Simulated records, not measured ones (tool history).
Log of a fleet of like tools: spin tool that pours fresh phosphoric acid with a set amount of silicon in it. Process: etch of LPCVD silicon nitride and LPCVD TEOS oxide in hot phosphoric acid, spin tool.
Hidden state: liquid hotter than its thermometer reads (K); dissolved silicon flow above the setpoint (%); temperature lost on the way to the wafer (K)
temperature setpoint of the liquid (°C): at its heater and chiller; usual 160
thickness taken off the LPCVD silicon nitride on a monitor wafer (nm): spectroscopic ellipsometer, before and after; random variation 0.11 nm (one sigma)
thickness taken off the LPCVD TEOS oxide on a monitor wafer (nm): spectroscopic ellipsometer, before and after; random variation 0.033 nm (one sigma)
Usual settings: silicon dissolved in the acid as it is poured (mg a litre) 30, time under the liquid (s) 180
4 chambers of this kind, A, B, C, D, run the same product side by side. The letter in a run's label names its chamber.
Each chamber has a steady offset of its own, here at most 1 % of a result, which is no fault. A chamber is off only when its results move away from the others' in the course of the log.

run,day,temperature setpoint of the liquid (°C),silicon dissolved in the acid as it is poured (mg a litre),time under the liquid (s),hours since the thermometer was replaced,hours since the dissolved silicon flow meter was replaced,hours since the heated supply line was repaired,"read-back film thickness of the LPCVD silicon nitride reference wafer, read on the same gauge (nm)","read-back film thickness of the LPCVD TEOS oxide reference wafer, read on the same gauge (nm)",thickness taken off the LPCVD silicon nitride on a monitor wafer (nm),thickness taken off the LPCVD TEOS oxide on a monitor wafer (nm)
1C,0.233,160,30,180,729.8,1303.6,528.5,139.98,99.981,14.4820,0.244370
2B,0.542,160,30,180,1197.9,156.9,249.0,140.03,100.020,14.4540,0.259070
3D,0.942,160,30,180,311.6,970.6,798.8,139.99,100.020,14.4400,0.229640
4A,1.262,160,30,180,630.6,228.3,1531.8,139.99,99.995,14.3190,0.261320
5C,1.475,160,30,180,759.6,1333.4,558.3,139.99,100.000,14.3340,0.288900
6B,1.938,160,30,180,1231.4,190.4,282.5,139.98,100.010,14.3660,0.189890
7A,2.292,160,30,180,655.3,253.0,1556.5,140.00,100.020,14.2830,0.243210
8D,2.612,160,30,180,351.7,1010.7,838.9,140.00,99.993,14.3120,0.273220
9B,2.900,160,30,180,1254.5,213.5,305.6,140.01,99.994,14.2780,0.300430
10A,3.225,160,30,180,677.7,275.4,1578.9,140.00,100.030,14.5160,0.216750
11D,3.617,158,30,90,375.8,1034.8,863.0,139.99,100.020,6.7253,0.107610
12C,3.833,158,30,90,816.2,1390.0,614.9,140.00,99.963,6.6393,0.118930
13B,4.171,158,30,90,1285.0,244.0,336.1,140.02,99.996,6.6473,0.103290
14A,4.571,158,30,90,710.0,307.7,1611.2,139.99,99.991,6.7018,0.116720
# day 4.679: chamber D: heated supply line repaired
15C,5.054,160,30,255,845.5,1419.3,644.2,140.00,100.020,20.1560,0.287030
16D,5.325,160,30,255,416.8,1075.8,15.6,140.00,99.996,20.0770,0.396140
17C,5.662,160,30,255,860.1,1433.9,658.8,140.03,99.999,20.5830,0.325990
18D,6.004,160,30,255,433.1,1092.1,31.9,139.99,100.000,20.5430,0.419440
19A,6.238,160,30,180,750.0,347.7,1651.2,140.02,99.988,14.2700,0.270380
20B,6.571,160,50,180,1342.6,301.6,393.7,140.02,99.979,13.6250,0.078237
21C,6.792,160,50,180,887.2,1461.0,685.9,140.01,100.010,14.3530,0.088418
22B,7.217,160,50,180,1358.1,317.1,409.2,140.00,99.997,13.5610,0.093996
23A,7.617,160,50,180,783.1,380.8,1684.3,140.01,100.040,14.3980,0.087176
24D,8.075,160,30,180,482.8,1141.8,81.6,140.03,99.993,14.2250,0.234190

Is one chamber off against the others, does the gauge drift, or is nothing wrong? If a chamber is off, say which, and what the likeliest cause is.

Chamber B drifts away from the others.
Cause: temperature lost on the way to the wafer (K) = 1.38.
The log may not tell that from: liquid colder than its thermometer reads (K).

Here are 4 candidates for chamber B's next run, each the usual settings with a change, their results left as question marks. Which one brings its results back in line with what the others give on the usual settings?
In line means no further than this from the other chambers' mean on the usual settings: thickness taken off the LPCVD silicon nitride on a monitor wafer (nm) 0.3900; thickness taken off the LPCVD TEOS oxide on a monitor wafer (nm) 0.120000
25B-1,8.421,160,31.5,170,,,,,,?,?
25B-2,8.421,160,28.5,190,,,,,,?,?
25B-3,8.421,160,27.0,200,,,,,,?,?
25B-4,8.421,160,33.0,160,,,,,,?,?

The other chambers' mean on the usual settings: thickness taken off the LPCVD silicon nitride on a monitor wafer (nm) 14.3660; thickness taken off the LPCVD TEOS oxide on a monitor wafer (nm) 0.253350
run,thickness taken off the LPCVD silicon nitride on a monitor wafer (nm),thickness taken off the LPCVD TEOS oxide on a monitor wafer (nm)
25B-1,12.8290,0.192390
25B-2,14.3390,0.242470
25B-3,15.0930,0.269680
25B-4,12.0750,0.169510
25B-2 brings the chamber back in line.
